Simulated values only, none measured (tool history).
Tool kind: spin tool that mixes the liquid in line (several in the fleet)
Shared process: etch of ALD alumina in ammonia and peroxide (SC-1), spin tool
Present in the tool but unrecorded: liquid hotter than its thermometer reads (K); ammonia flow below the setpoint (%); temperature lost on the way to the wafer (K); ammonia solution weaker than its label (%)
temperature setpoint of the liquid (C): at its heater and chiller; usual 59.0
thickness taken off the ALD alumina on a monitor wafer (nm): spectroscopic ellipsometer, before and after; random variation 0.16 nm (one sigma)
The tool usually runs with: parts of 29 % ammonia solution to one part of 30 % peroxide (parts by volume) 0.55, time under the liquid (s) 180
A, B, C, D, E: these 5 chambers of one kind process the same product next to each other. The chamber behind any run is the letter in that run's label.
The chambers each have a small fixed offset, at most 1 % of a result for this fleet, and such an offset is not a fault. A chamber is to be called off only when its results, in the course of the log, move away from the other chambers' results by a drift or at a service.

run,hour,temperature setpoint of the liquid (C),parts of 29 % ammonia solution to one part of 30 % peroxide (parts by volume),time under the liquid (s),hours since the thermometer was replaced,hours since the ammonia flow meter was replaced,hours since the heated supply line was repaired,hours since the drum of ammonia solution was connected,"read-back film thickness of the ALD alumina reference wafer, read on the same gauge (nm)",thickness taken off the ALD alumina on a monitor wafer (nm)
1E,6.2,59.0,0.55,180,343.1,153.3,702.4,357.5,100.010,17.149
2A,13.9,59.0,0.55,180,863.7,210.3,3389.6,178.7,100.010,16.930
3C,23.8,59.0,0.55,180,426.6,1004.9,1130.1,284.0,99.981,16.880
4D,32.4,59.0,0.55,180,39.2,927.4,135.2,859.4,99.967,16.871
5B,37.9,59.0,0.55,180,886.4,496.1,131.2,98.6,99.989,16.849
# hour 41.8: chamber E: heated supply line repaired
# hour 44.0: chamber C: ammonia flow meter replaced
6E,46.7,59.0,0.55,180,383.6,193.8,5.0,398.0,99.973,17.135
7C,53.1,59.0,0.55,180,455.9,9.2,1159.4,313.3,100.030,17.045
# hour 53.7: chamber A: heated supply line repaired
8D,59.8,59.0,0.55,180,66.6,954.8,162.6,886.8,99.992,16.928
9B,66.2,59.0,0.55,180,914.7,524.4,159.5,126.9,99.986,17.110
10A,74.8,59.0,0.55,180,924.6,271.2,21.2,239.6,99.989,17.151
11C,81.3,59.0,0.55,180,484.1,37.4,1187.6,341.5,99.947,16.772
12E,86.8,59.0,0.55,180,423.7,233.9,45.1,438.1,99.998,16.935
13D,93.2,59.0,0.55,180,100.0,988.2,196.0,920.2,100.040,16.559
14B,101.8,65.5,0.55,240,950.3,560.0,195.1,162.5,100.010,31.560
15A,110.5,65.5,0.55,240,960.3,306.9,56.9,275.3,99.992,31.551
16C,117.4,65.5,0.55,240,520.2,73.5,1223.7,377.6,100.010,31.239
17D,127.2,65.5,0.55,240,134.0,1022.2,230.0,954.2,99.999,30.889
18E,133.2,65.5,0.55,240,470.1,280.3,91.5,484.5,99.979,31.145
19A,138.7,59.0,0.55,180,988.5,335.1,85.1,303.5,100.000,17.141
20B,147.0,59.0,0.55,180,995.5,605.2,240.3,207.7,99.973,17.127
21B,155.7,59.0,0.55,180,1004.2,613.9,249.0,216.4,100.050,17.375
# hour 160.8: chamber C: heated supply line repaired
22C,164.0,59.0,0.55,180,566.8,120.1,3.3,424.2,100.010,16.898
23E,169.0,59.0,0.55,180,505.9,316.1,127.3,520.3,100.020,16.983
24D,174.2,50.0,0.80,180,181.0,1069.2,277.0,1001.2,100.030,10.522
25A,181.3,50.0,0.80,180,1031.1,377.7,127.7,346.1,99.995,10.760
# hour 184.8: chamber E: thermometer replaced
26D,187.3,50.0,0.80,180,194.1,1082.3,290.1,1014.3,99.990,10.554
27B,195.4,50.0,0.80,180,1043.9,653.6,288.7,256.1,99.974,11.396
28E,205.2,50.0,0.80,180,20.5,352.3,163.5,556.5,100.050,10.848
29A,210.5,59.0,0.55,180,1060.3,406.9,156.9,375.3,99.989,17.077
30C,217.8,59.0,0.30,125,620.6,173.9,57.1,478.0,99.994,10.987
31A,225.8,59.0,0.30,125,1075.6,422.2,172.2,390.6,99.956,10.951
32B,230.8,59.0,0.30,125,1079.3,689.0,324.1,291.5,100.030,11.841
33C,238.3,59.0,0.30,125,641.1,194.4,77.6,498.5,99.926,11.099
34E,244.4,59.0,0.30,125,59.7,391.5,202.7,595.7,99.921,10.960
35D,254.1,59.0,0.55,180,260.9,1149.1,356.9,1081.1,99.987,16.543
# hour 261.9: chamber E: ammonia flow meter replaced
36B,262.2,59.0,0.55,180,1110.7,720.4,355.5,322.9,99.986,18.574
37C,271.2,59.0,0.55,180,674.0,227.3,110.5,531.4,99.969,16.944
38E,276.8,59.0,0.55,180,92.1,14.9,235.1,628.1,100.020,16.665
39D,284.7,59.0,0.35,180,291.5,1179.7,387.5,1111.7,100.040,16.057
40A,293.4,59.0,0.35,180,1143.2,489.8,239.8,458.2,100.040,16.173
41B,300.2,59.0,0.35,180,1148.7,758.4,393.5,360.9,100.020,18.054
42E,306.6,59.0,0.35,180,121.9,44.7,264.9,657.9,100.020,16.326
43C,312.4,59.0,0.35,180,715.2,268.5,151.7,572.6,99.982,16.104

Next, all 5 chambers run the settings below, one line each with question marks for the results. What does each chamber give?
44A,319.7,59.0,0.55,180,,,,,,?
44B,319.7,59.0,0.55,180,,,,,,?
44C,319.7,59.0,0.55,180,,,,,,?
44D,319.7,59.0,0.55,180,,,,,,?
44E,319.7,59.0,0.55,180,,,,,,?

run,thickness taken off the ALD alumina on a monitor wafer (nm)
44A,17.147
44B,18.913
44C,16.807
44D,16.579
44E,16.740
